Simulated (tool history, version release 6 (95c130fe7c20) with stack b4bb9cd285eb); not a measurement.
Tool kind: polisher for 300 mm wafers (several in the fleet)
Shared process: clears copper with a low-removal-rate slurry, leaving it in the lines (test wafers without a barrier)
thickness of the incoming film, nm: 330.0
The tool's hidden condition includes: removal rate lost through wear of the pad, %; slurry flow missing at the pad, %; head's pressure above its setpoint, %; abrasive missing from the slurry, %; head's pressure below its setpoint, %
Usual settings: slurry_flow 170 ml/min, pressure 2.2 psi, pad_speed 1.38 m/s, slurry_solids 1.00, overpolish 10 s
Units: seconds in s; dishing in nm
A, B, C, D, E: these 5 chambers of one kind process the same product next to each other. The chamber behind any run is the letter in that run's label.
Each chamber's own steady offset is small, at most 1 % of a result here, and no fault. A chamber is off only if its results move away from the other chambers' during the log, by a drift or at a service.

run,hour,slurry_flow,pressure,pad_speed,slurry_solids,overpolish,wafers polished on this pad,hours since the slurry nozzle was cleaned,hours since the head pressure was calibrated,hours since the slurry blender was calibrated,seconds,dishing
1D,10.9,170,2.2,1.38,1.00,10,176,58.1,398.4,13.6,95.233,23.657
# hour 14.4: chamber E: slurry blender recalibrated
2E,20.6,170,2.2,1.38,1.00,10,876,475.2,29.5,6.2,97.488,24.887
# hour 21.4: chamber A: worn pad replaced by a new one
3B,29.8,170,2.2,1.38,1.00,10,516,161.1,173.7,75.8,97.121,24.461
4C,41.1,170,2.2,1.38,1.00,10,843,342.1,749.9,49.6,96.937,24.316
5A,53.1,170,2.2,1.38,1.00,10,250,369.9,994.2,123.7,96.746,24.188
# hour 57.3: chamber A: head pressure recalibrated
# hour 58.0: chamber E: worn pad replaced by a new one
6D,65.9,170,2.2,1.38,1.00,10,611,113.1,453.4,68.6,98.386,24.423
7B,79.3,170,2.2,1.38,1.25,10,907,210.6,223.2,125.3,92.473,25.765
# hour 86.8: chamber B: slurry blender recalibrated
8E,88.0,170,2.2,1.38,1.25,10,237,542.6,96.9,73.6,89.824,24.773
# hour 89.8: chamber A: worn pad replaced by a new one
9C,100.3,170,2.2,1.38,1.25,10,1311,401.3,809.1,108.8,93.343,25.311
# hour 111.0: chamber A: slurry blender recalibrated
10A,112.7,170,2.2,1.38,1.25,10,181,429.5,55.4,1.7,92.195,24.962
# hour 116.3: chamber D: worn pad replaced by a new one
11E,121.7,170,2.2,1.38,1.25,10,503,576.3,130.6,107.3,91.739,25.265
# hour 127.2: chamber C: worn pad replaced by a new one
12C,130.6,170,2.2,1.38,1.00,10,27,431.6,839.4,139.1,97.827,24.368
13D,142.5,215,2.2,0.94,1.00,10,207,189.7,530.0,145.2,139.510,17.864
# hour 153.6: chamber A: worn pad replaced by a new one
14A,155.0,215,2.2,0.94,1.00,10,11,471.8,97.7,44.0,137.930,16.918
# hour 158.0: chamber C: head pressure recalibrated
15B,170.2,215,2.2,0.94,1.00,10,1625,301.5,314.1,83.5,140.950,16.389
16E,180.2,215,2.2,0.94,1.00,10,965,634.8,189.1,165.8,140.440,18.127
# hour 184.4: chamber E: slurry blender recalibrated
17C,186.9,215,2.2,0.94,1.00,10,471,487.9,28.9,195.4,137.090,18.121
# hour 190.6: chamber E: worn pad replaced by a new one
18B,194.3,170,2.2,1.38,1.00,10,1815,325.6,338.2,107.6,99.526,23.662
# hour 204.4: chamber B: slurry nozzle cleaned
19A,208.0,170,2.2,1.38,1.00,10,429,524.8,150.7,97.0,96.680,24.734
# hour 209.4: chamber B: slurry blender recalibrated
# hour 220.3: chamber A: worn pad replaced by a new one
20D,222.0,170,2.2,1.38,1.00,10,835,269.2,609.5,224.7,94.681,24.101
21C,233.3,170,2.2,1.52,1.00,8,838,534.3,75.3,241.8,87.081,21.812
# hour 235.2: chamber C: slurry blender recalibrated
22A,246.5,170,2.2,1.52,1.00,8,206,563.3,189.2,135.5,86.679,21.241
# hour 251.2: chamber D: worn pad replaced by a new one
23B,257.2,170,2.2,1.52,1.00,8,2312,52.9,401.1,47.9,92.437,21.360
# hour 264.2: chamber D: slurry blender recalibrated
24E,265.9,170,2.2,1.52,1.00,8,595,720.5,274.8,81.5,86.433,21.278
25D,279.9,170,2.2,1.52,1.00,8,226,327.1,667.4,15.7,87.714,21.433
# hour 281.6: chamber A: worn pad replaced by a new one
# hour 289.8: chamber D: slurry nozzle cleaned
26D,290.6,170,2.2,1.38,1.00,10,311,0.9,678.1,26.4,97.593,23.815
# hour 291.5: chamber C: worn pad replaced by a new one
27B,298.4,170,2.2,1.38,1.00,10,2637,94.1,442.3,89.1,103.220,22.245
# hour 308.0: chamber A: slurry nozzle cleaned
# hour 309.3: chamber E: worn pad replaced by a new one
28C,310.8,170,2.2,1.38,1.00,10,152,611.8,152.8,75.7,96.901,25.089
# hour 319.6: chamber A: slurry blender recalibrated
29E,321.5,170,2.2,1.38,1.00,10,96,776.1,330.4,137.1,98.513,23.905
# hour 328.7: chamber B: slurry blender recalibrated
30A,335.0,170,2.2,1.38,1.00,10,422,27.1,277.7,15.5,99.614,23.967
31B,347.0,170,2.2,1.38,1.00,10,3021,142.7,490.9,18.3,106.770,22.186

Does one chamber stand apart from the rest, does the shared gauge drift, or is all well apart from small per-chamber offsets? Give the chamber and the most likely cause, where there is one.

Chamber B drifts away from the others.
Most likely cause: removal rate lost through wear of the pad, % = 8.68.
The log might look much the same if the cause were instead: head's pressure below its setpoint, %.

Which of the 4 candidates below, each the usual settings with something changed and its results left as question marks, puts chamber B back in line with what the other chambers give on the usual settings?
In-line tolerance around the mean of the other chambers on the usual settings: seconds 4.000 s; dishing 1.800 nm
32B-1,357.9,170,2.0,1.28,1.00,10,,,,,?,?
32B-2,357.9,170,2.3,1.44,1.00,10,,,,,?,?
32B-3,357.9,170,2.4,1.48,1.00,10,,,,,?,?
32B-4,357.9,170,2.1,1.32,1.00,10,,,,,?,?

Average result of the remaining chambers running the usual settings: seconds 97.140 s; dishing 24.113 nm
run,seconds,dishing
32B-1,125.620,19.127
32B-2,96.958,24.246
32B-3,90.375,25.842
32B-4,115.960,20.596
The answer is 32B-2, which returns the chamber to within the allowed miss of the others.
